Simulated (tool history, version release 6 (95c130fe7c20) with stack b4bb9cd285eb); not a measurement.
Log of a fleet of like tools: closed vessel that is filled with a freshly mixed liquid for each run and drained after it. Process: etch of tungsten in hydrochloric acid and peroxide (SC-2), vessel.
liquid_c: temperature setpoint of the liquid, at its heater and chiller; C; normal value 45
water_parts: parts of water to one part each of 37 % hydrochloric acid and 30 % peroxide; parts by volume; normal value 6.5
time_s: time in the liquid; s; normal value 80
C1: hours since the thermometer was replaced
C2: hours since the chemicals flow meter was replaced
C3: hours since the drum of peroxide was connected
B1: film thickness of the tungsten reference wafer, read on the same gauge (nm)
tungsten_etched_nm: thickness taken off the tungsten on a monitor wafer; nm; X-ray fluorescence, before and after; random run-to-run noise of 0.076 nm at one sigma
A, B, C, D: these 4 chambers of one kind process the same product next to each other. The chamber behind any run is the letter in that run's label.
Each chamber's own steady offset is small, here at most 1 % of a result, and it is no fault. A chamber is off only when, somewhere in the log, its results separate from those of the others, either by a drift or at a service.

-- hour=9.9 chamber A: new drum of peroxide connected
run 1B hour=11.9 | liquid_c=45 water_parts=6.5 time_s=80 | C1=226.2 C2=222.2 C3=451.8 | B1=30.013 | tungsten_etched_nm=20.06
run 2A hour=22.9 | liquid_c=45 water_parts=6.5 time_s=80 | C1=1465.6 C2=398.9 C3=13.1 | B1=30.028 | tungsten_etched_nm=20.244
run 3D hour=31 | liquid_c=45 water_parts=6.5 time_s=80 | C1=1443 C2=941.1 C3=244.7 | B1=29.96 | tungsten_etched_nm=20.259
-- hour=44 chamber D: chemicals flow meter replaced
run 4C hour=45.4 | liquid_c=45 water_parts=6.5 time_s=80 | C1=875.2 C2=2164.3 C3=1148.3 | B1=30.01 | tungsten_etched_nm=19.945
run 5A hour=58 | liquid_c=45 water_parts=6.5 time_s=80 | C1=1500.7 C2=434 C3=48.2 | B1=29.994 | tungsten_etched_nm=20.232
run 6B hour=73.3 | liquid_c=45 water_parts=6.5 time_s=80 | C1=287.6 C2=283.6 C3=513.2 | B1=29.994 | tungsten_etched_nm=20.008
run 7C hour=80.7 | liquid_c=45 water_parts=6.5 time_s=80 | C1=910.5 C2=2199.6 C3=1183.6 | B1=29.969 | tungsten_etched_nm=19.963
run 8D hour=96.7 | liquid_c=45 water_parts=6.5 time_s=80 | C1=1508.7 C2=52.7 C3=310.4 | B1=30.02 | tungsten_etched_nm=20.064
run 9C hour=107 | liquid_c=45 water_parts=6.5 time_s=60 | C1=936.8 C2=2225.9 C3=1209.9 | B1=30.051 | tungsten_etched_nm=14.939
run 10D hour=123.6 | liquid_c=45 water_parts=6.5 time_s=60 | C1=1535.6 C2=79.6 C3=337.3 | B1=29.982 | tungsten_etched_nm=15.088
run 11A hour=132.3 | liquid_c=45 water_parts=6.5 time_s=60 | C1=1575 C2=508.3 C3=122.5 | B1=29.999 | tungsten_etched_nm=15.199
run 12B hour=140.8 | liquid_c=45 water_parts=6.5 time_s=60 | C1=355.1 C2=351.1 C3=580.7 | B1=30.008 | tungsten_etched_nm=14.957
run 13A hour=155.5 | liquid_c=45 water_parts=6.5 time_s=80 | C1=1598.2 C2=531.5 C3=145.7 | B1=29.952 | tungsten_etched_nm=20.17
run 14D hour=166.9 | liquid_c=45 water_parts=6.5 time_s=80 | C1=1578.9 C2=122.9 C3=380.6 | B1=30.033 | tungsten_etched_nm=20.019
run 15B hour=177.5 | liquid_c=45 water_parts=6.5 time_s=80 | C1=391.8 C2=387.8 C3=617.4 | B1=29.958 | tungsten_etched_nm=19.876
-- hour=184.5 chamber B: new drum of peroxide connected
run 16C hour=188.5 | liquid_c=45 water_parts=6.5 time_s=80 | C1=1018.3 C2=2307.4 C3=1291.4 | B1=29.977 | tungsten_etched_nm=19.997
run 17A hour=200.5 | liquid_c=45 water_parts=6.5 time_s=80 | C1=1643.2 C2=576.5 C3=190.7 | B1=30.014 | tungsten_etched_nm=20.253
run 18C hour=215.3 | liquid_c=45 water_parts=6.5 time_s=80 | C1=1045.1 C2=2334.2 C3=1318.2 | B1=29.972 | tungsten_etched_nm=19.877
run 19D hour=231.8 | liquid_c=45 water_parts=6.5 time_s=80 | C1=1643.8 C2=187.8 C3=445.5 | B1=30.034 | tungsten_etched_nm=19.803
run 20B hour=247.3 | liquid_c=45 water_parts=6.5 time_s=80 | C1=461.6 C2=457.6 C3=62.8 | B1=29.998 | tungsten_etched_nm=20.051
run 21C hour=262.4 | liquid_c=45 water_parts=6.5 time_s=80 | C1=1092.2 C2=2381.3 C3=1365.3 | B1=30.065 | tungsten_etched_nm=19.948
run 22A hour=270.9 | liquid_c=45 water_parts=6.5 time_s=80 | C1=1713.6 C2=646.9 C3=261.1 | B1=30.042 | tungsten_etched_nm=20.299
run 23B hour=286.8 | liquid_c=45 water_parts=6.5 time_s=80 | C1=501.1 C2=497.1 C3=102.3 | B1=29.98 | tungsten_etched_nm=19.856
-- hour=296 chamber A: thermometer replaced
run 24D hour=297.4 | liquid_c=45 water_parts=9.5 time_s=40 | C1=1709.4 C2=253.4 C3=511.1 | B1=29.99 | tungsten_etched_nm=7.3683
run 25D hour=311.6 | liquid_c=45 water_parts=9.5 time_s=40 | C1=1723.6 C2=267.6 C3=525.3 | B1=29.993 | tungsten_etched_nm=7.2866
-- hour=322.3 chamber C: chemicals flow meter replaced
run 26A hour=325.2 | liquid_c=45 water_parts=9.5 time_s=40 | C1=29.3 C2=701.2 C3=315.4 | B1=30.002 | tungsten_etched_nm=7.4991
run 27C hour=335.9 | liquid_c=45 water_parts=9.5 time_s=40 | C1=1165.7 C2=13.6 C3=1438.8 | B1=29.991 | tungsten_etched_nm=7.3609
-- hour=345.4 chamber C: new drum of peroxide connected
run 28B hour=347.5 | liquid_c=45 water_parts=8 time_s=60 | C1=561.8 C2=557.8 C3=163 | B1=30.051 | tungsten_etched_nm=12.787
run 29C hour=357.1 | liquid_c=45 water_parts=8 time_s=60 | C1=1186.9 C2=34.8 C3=11.8 | B1=29.98 | tungsten_etched_nm=12.691
-- hour=371.1 chamber A: new drum of peroxide connected
run 30A hour=371.9 | liquid_c=45 water_parts=8 time_s=60 | C1=76 C2=747.9 C3=0.9 | B1=30.056 | tungsten_etched_nm=13.006
run 31B hour=383 | liquid_c=45 water_parts=8 time_s=60 | C1=597.3 C2=593.3 C3=198.5 | B1=29.972 | tungsten_etched_nm=12.809

Is one chamber off against the others, does the gauge drift, or is nothing wrong? If a chamber is off, say which, and what the likeliest cause is.

Chamber D drifts away from the others.
Likeliest cause: peroxide weaker than its label (%) = 4.34.
From this log alone, it may not be told apart from: liquid colder than its thermometer reads (K); chemicals flow below the setpoint (%).

Chamber D could run next with any of the 4 candidate recipes listed below; each alters the usual settings, and their results appear as question marks. Which one brings its results back in line with what the other chambers deliver on the usual settings?
In line here means within this much of the mean the other chambers give on the usual settings: tungsten_etched_nm 0.27 nm
run 32D-1 hour=395 | liquid_c=45.5 water_parts=6.5 time_s=80 | tungsten_etched_nm=?
run 32D-2 hour=395 | liquid_c=44.5 water_parts=6.5 time_s=80 | tungsten_etched_nm=?
run 32D-3 hour=395 | liquid_c=45 water_parts=6.5 time_s=85 | tungsten_etched_nm=?
run 32D-4 hour=395 | liquid_c=45 water_parts=7 time_s=80 | tungsten_etched_nm=?

Average result of the remaining chambers running the usual settings: tungsten_etched_nm 20.078 nm
run=32D-1 tungsten_etched_nm=20.121
run=32D-2 tungsten_etched_nm=18.757
run=32D-3 tungsten_etched_nm=20.642
run=32D-4 tungsten_etched_nm=18.36
32D-1 is the one that brings the chamber's results back in line with the other chambers.
